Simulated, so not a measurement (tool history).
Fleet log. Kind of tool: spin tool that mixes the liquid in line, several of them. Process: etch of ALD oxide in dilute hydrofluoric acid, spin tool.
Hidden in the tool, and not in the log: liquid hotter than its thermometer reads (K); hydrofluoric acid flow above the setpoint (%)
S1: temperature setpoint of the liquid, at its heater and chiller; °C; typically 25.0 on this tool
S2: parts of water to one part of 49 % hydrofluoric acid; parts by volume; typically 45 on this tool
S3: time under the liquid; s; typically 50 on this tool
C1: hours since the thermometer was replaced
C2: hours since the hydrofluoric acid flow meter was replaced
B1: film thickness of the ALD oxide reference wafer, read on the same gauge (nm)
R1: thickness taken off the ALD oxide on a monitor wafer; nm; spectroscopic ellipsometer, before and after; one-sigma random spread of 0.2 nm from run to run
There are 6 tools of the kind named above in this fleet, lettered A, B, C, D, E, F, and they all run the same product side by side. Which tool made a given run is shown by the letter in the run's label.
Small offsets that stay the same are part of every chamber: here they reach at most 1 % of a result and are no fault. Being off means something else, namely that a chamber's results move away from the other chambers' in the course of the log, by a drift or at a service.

run 1F hour=3.4 | S1=25.0 S2=45 S3=50 | C1=85.2 C2=2285.4 | B1=30.010 | R1=23.176
run 2B hour=8.3 | S1=25.0 S2=45 S3=50 | C1=878.2 C2=46.8 | B1=29.989 | R1=23.237
run 3A hour=11.1 | S1=25.0 S2=45 S3=50 | C1=451.0 C2=512.3 | B1=30.002 | R1=23.479
run 4C hour=17.0 | S1=25.0 S2=45 S3=50 | C1=2208.4 C2=1716.2 | B1=30.011 | R1=23.330
run 5E hour=20.0 | S1=25.0 S2=45 S3=50 | C1=1043.5 C2=971.6 | B1=30.012 | R1=23.332
run 6D hour=23.9 | S1=25.0 S2=45 S3=50 | C1=666.2 C2=674.3 | B1=29.987 | R1=23.526
run 7C hour=27.3 | S1=25.0 S2=45 S3=50 | C1=2218.7 C2=1726.5 | B1=29.999 | R1=23.287
run 8D hour=31.0 | S1=25.0 S2=45 S3=50 | C1=673.3 C2=681.4 | B1=29.990 | R1=23.690
run 9B hour=34.9 | S1=29.0 S2=45 S3=50 | C1=904.8 C2=73.4 | B1=30.014 | R1=27.551
run 10F hour=39.8 | S1=29.0 S2=45 S3=50 | C1=121.6 C2=2321.8 | B1=29.996 | R1=27.256
run 11E hour=42.5 | S1=29.0 S2=45 S3=50 | C1=1066.0 C2=994.1 | B1=29.982 | R1=27.097
run 12A hour=45.6 | S1=29.0 S2=45 S3=50 | C1=485.5 C2=546.8 | B1=29.998 | R1=27.374
run 13D hour=49.5 | S1=29.0 S2=45 S3=50 | C1=691.8 C2=699.9 | B1=29.994 | R1=27.373
run 14F hour=55.6 | S1=29.0 S2=45 S3=50 | C1=137.4 C2=2337.6 | B1=29.990 | R1=27.346
run 15C hour=59.2 | S1=25.0 S2=45 S3=50 | C1=2250.6 C2=1758.4 | B1=30.007 | R1=23.325
run 16A hour=65.2 | S1=25.0 S2=45 S3=50 | C1=505.1 C2=566.4 | B1=30.014 | R1=23.377
run 17E hour=67.9 | S1=25.0 S2=45 S3=50 | C1=1091.4 C2=1019.5 | B1=30.001 | R1=23.222
run 18B hour=71.8 | S1=25.0 S2=45 S3=50 | C1=941.7 C2=110.3 | B1=30.001 | R1=23.277
run 19A hour=74.6 | S1=25.0 S2=45 S3=50 | C1=514.5 C2=575.8 | B1=29.994 | R1=23.298
run 20B hour=78.5 | S1=25.0 S2=45 S3=50 | C1=948.4 C2=117.0 | B1=30.009 | R1=23.349
run 21D hour=84.3 | S1=25.0 S2=45 S3=50 | C1=726.6 C2=734.7 | B1=29.973 | R1=23.153
run 22E hour=89.7 | S1=25.0 S2=45 S3=50 | C1=1113.2 C2=1041.3 | B1=29.992 | R1=23.517
run 23C hour=94.2 | S1=25.0 S2=45 S3=50 | C1=2285.6 C2=1793.4 | B1=29.992 | R1=23.284
run 24F hour=97.6 | S1=25.0 S2=45 S3=50 | C1=179.4 C2=2379.6 | B1=30.000 | R1=23.115
run 25E hour=100.5 | S1=25.0 S2=45 S3=50 | C1=1124.0 C2=1052.1 | B1=29.993 | R1=23.243
run 26C hour=103.8 | S1=25.0 S2=45 S3=50 | C1=2295.2 C2=1803.0 | B1=29.990 | R1=23.323
run 27B hour=106.5 | S1=25.0 S2=45 S3=50 | C1=976.4 C2=145.0 | B1=30.008 | R1=23.115
run 28F hour=109.7 | S1=25.0 S2=45 S3=50 | C1=191.5 C2=2391.7 | B1=29.998 | R1=23.003
run 29A hour=114.3 | S1=28.5 S2=65 S3=50 | C1=554.2 C2=615.5 | B1=29.996 | R1=18.310
run 30D hour=117.0 | S1=28.5 S2=65 S3=50 | C1=759.3 C2=767.4 | B1=29.995 | R1=17.850
run 31B hour=120.9 | S1=28.5 S2=65 S3=50 | C1=990.8 C2=159.4 | B1=30.012 | R1=18.236
run 32A hour=124.3 | S1=28.5 S2=65 S3=50 | C1=564.2 C2=625.5 | B1=30.004 | R1=17.945
run 33D hour=129.5 | S1=28.5 S2=65 S3=50 | C1=771.8 C2=779.9 | B1=30.013 | R1=17.763
run 34C hour=133.6 | S1=28.5 S2=65 S3=50 | C1=2325.0 C2=1832.8 | B1=30.018 | R1=18.198
run 35F hour=138.5 | S1=25.0 S2=55 S3=50 | C1=220.3 C2=2420.5 | B1=30.010 | R1=18.864
run 36E hour=143.4 | S1=25.0 S2=55 S3=50 | C1=1166.9 C2=1095.0 | B1=30.006 | R1=19.026
run 37A hour=146.1 | S1=25.0 S2=55 S3=50 | C1=586.0 C2=647.3 | B1=29.989 | R1=18.616
run 38C hour=149.8 | S1=25.0 S2=55 S3=50 | C1=2341.2 C2=1849.0 | B1=30.012 | R1=18.966
-- hour=150.8 chamber F: hydrofluoric acid flow meter replaced
run 39D hour=155.6 | S1=25.0 S2=55 S3=50 | C1=797.9 C2=806.0 | B1=29.991 | R1=18.979
run 40E hour=159.0 | S1=25.0 S2=55 S3=50 | C1=1182.5 C2=1110.6 | B1=29.999 | R1=18.688
run 41B hour=162.0 | S1=25.0 S2=45 S3=50 | C1=1031.9 C2=200.5 | B1=29.991 | R1=22.837
run 42F hour=168.0 | S1=25.0 S2=45 S3=70 | C1=249.8 C2=17.3 | B1=30.011 | R1=32.716
run 43E hour=172.8 | S1=25.0 S2=45 S3=70 | C1=1196.3 C2=1124.4 | B1=29.992 | R1=32.695

One chamber off, gauge drift, or nothing amiss beyond the chambers' own small offsets? If it is a chamber, which one, and what is the likeliest cause?

No chamber stands off beyond its own small offset, and the gauge holds steady.

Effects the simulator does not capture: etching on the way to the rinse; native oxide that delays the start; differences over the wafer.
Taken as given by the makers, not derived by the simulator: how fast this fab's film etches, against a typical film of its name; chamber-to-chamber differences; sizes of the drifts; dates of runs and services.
